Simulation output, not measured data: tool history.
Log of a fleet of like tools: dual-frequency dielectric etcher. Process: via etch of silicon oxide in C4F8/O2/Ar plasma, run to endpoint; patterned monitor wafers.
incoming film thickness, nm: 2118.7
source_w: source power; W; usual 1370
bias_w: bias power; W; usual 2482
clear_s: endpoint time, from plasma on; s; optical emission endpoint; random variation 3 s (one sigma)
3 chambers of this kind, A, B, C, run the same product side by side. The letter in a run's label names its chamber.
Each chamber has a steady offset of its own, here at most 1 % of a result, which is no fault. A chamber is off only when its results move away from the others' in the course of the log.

{"run": "1B", "hour": 9.8, "source_w": 1370, "bias_w": 2482, "clear_s": 456.67}
{"run": "2A", "hour": 17.9, "source_w": 1370, "bias_w": 2482, "clear_s": 453.34}
{"run": "3C", "hour": 26.8, "source_w": 1370, "bias_w": 2482, "clear_s": 459.41}
{"run": "4B", "hour": 37.2, "source_w": 1370, "bias_w": 2482, "clear_s": 459.27}
{"run": "5A", "hour": 42.8, "source_w": 1210, "bias_w": 2983, "clear_s": 449.6}
{"run": "6C", "hour": 50.9, "source_w": 1210, "bias_w": 2983, "clear_s": 452.28}
{"run": "7C", "hour": 58.2, "source_w": 1210, "bias_w": 2983, "clear_s": 450.94}
{"run": "8B", "hour": 68.1, "source_w": 1370, "bias_w": 2482, "clear_s": 455.05}
{"run": "9A", "hour": 74.1, "source_w": 1370, "bias_w": 2482, "clear_s": 460.66}
{"run": "10C", "hour": 83.9, "source_w": 1370, "bias_w": 2482, "clear_s": 453.27}
{"run": "11B", "hour": 90.3, "source_w": 1370, "bias_w": 2676, "clear_s": 444.81}
{"run": "12A", "hour": 98.7, "source_w": 1370, "bias_w": 2676, "clear_s": 442.68}
{"run": "13C", "hour": 107.1, "source_w": 1370, "bias_w": 2676, "clear_s": 445.06}
{"run": "14B", "hour": 112.6, "source_w": 1370, "bias_w": 2482, "clear_s": 450.24}
{"hour": 120.7, "done": "chamber C: source power generator calibrated"}
{"run": "15A", "hour": 122.2, "source_w": 1370, "bias_w": 2482, "clear_s": 454.56}
{"run": "16B", "hour": 128.7, "source_w": 1370, "bias_w": 2482, "clear_s": 448.98}
{"run": "17A", "hour": 137.1, "source_w": 1650, "bias_w": 2773, "clear_s": 410.78}
{"run": "18C", "hour": 142.5, "source_w": 1650, "bias_w": 2773, "clear_s": 410.22}
{"run": "19B", "hour": 148.6, "source_w": 1650, "bias_w": 2773, "clear_s": 408.05}
{"run": "20A", "hour": 158.4, "source_w": 1370, "bias_w": 2482, "clear_s": 451.65}
{"hour": 164.4, "done": "chamber C: wet clean of the chamber"}
{"run": "21C", "hour": 164.8, "source_w": 1370, "bias_w": 2482, "clear_s": 458.69}
{"run": "22C", "hour": 170.8, "source_w": 1370, "bias_w": 2482, "clear_s": 460.0}
{"run": "23B", "hour": 180.7, "source_w": 1370, "bias_w": 2482, "clear_s": 453.27}
{"run": "24A", "hour": 185.4, "source_w": 1370, "bias_w": 2482, "clear_s": 453.94}
{"run": "25C", "hour": 193.2, "source_w": 1370, "bias_w": 2482, "clear_s": 458.58}
{"run": "26B", "hour": 199.5, "source_w": 1370, "bias_w": 2482, "clear_s": 455.02}
{"run": "27A", "hour": 207.8, "source_w": 1370, "bias_w": 2482, "clear_s": 456.69}
{"run": "28B", "hour": 214.3, "source_w": 1370, "bias_w": 2482, "clear_s": 451.87}
{"run": "29A", "hour": 223.3, "source_w": 1490, "bias_w": 2252, "clear_s": 451.45}
{"run": "30C", "hour": 230.6, "source_w": 1490, "bias_w": 2252, "clear_s": 454.69}
{"run": "31A", "hour": 240.8, "source_w": 1490, "bias_w": 2252, "clear_s": 455.81}
{"run": "32C", "hour": 247.1, "source_w": 1370, "bias_w": 2482, "clear_s": 459.45}
{"run": "33B", "hour": 253.4, "source_w": 1370, "bias_w": 2482, "clear_s": 455.1}
{"run": "34B", "hour": 261.3, "source_w": 1370, "bias_w": 2482, "clear_s": 457.34}
{"hour": 266.4, "done": "chamber A: wet clean of the chamber"}
{"run": "35C", "hour": 269.7, "source_w": 1370, "bias_w": 2482, "clear_s": 454.88}
{"run": "36A", "hour": 277.8, "source_w": 1370, "bias_w": 2482, "clear_s": 460.85}
{"run": "37C", "hour": 286.3, "source_w": 1370, "bias_w": 2482, "clear_s": 456.05}
{"run": "38A", "hour": 291.5, "source_w": 1250, "bias_w": 2874, "clear_s": 454.07}
{"run": "39B", "hour": 299.4, "source_w": 1250, "bias_w": 2874, "clear_s": 450.45}
{"run": "40B", "hour": 304.3, "source_w": 1250, "bias_w": 2874, "clear_s": 453.09}
{"run": "41A", "hour": 314.3, "source_w": 1370, "bias_w": 2482, "clear_s": 457.34}
{"run": "42C", "hour": 322.1, "source_w": 1370, "bias_w": 2482, "clear_s": 457.12}
{"run": "43B", "hour": 330.9, "source_w": 1370, "bias_w": 2482, "clear_s": 457.51}
{"run": "44A", "hour": 335.7, "source_w": 1370, "bias_w": 2482, "clear_s": 460.24}

All 3 chambers run these settings next. Forecast each chamber's results:
{"run": "45A", "hour": 343.6, "source_w": 1040, "bias_w": 2482, "clear_s": "?"}
{"run": "45B", "hour": 343.6, "source_w": 1040, "bias_w": 2482, "clear_s": "?"}
{"run": "45C", "hour": 343.6, "source_w": 1040, "bias_w": 2482, "clear_s": "?"}

run=45A clear_s=511.29
run=45B clear_s=502.03
run=45C clear_s=513.42
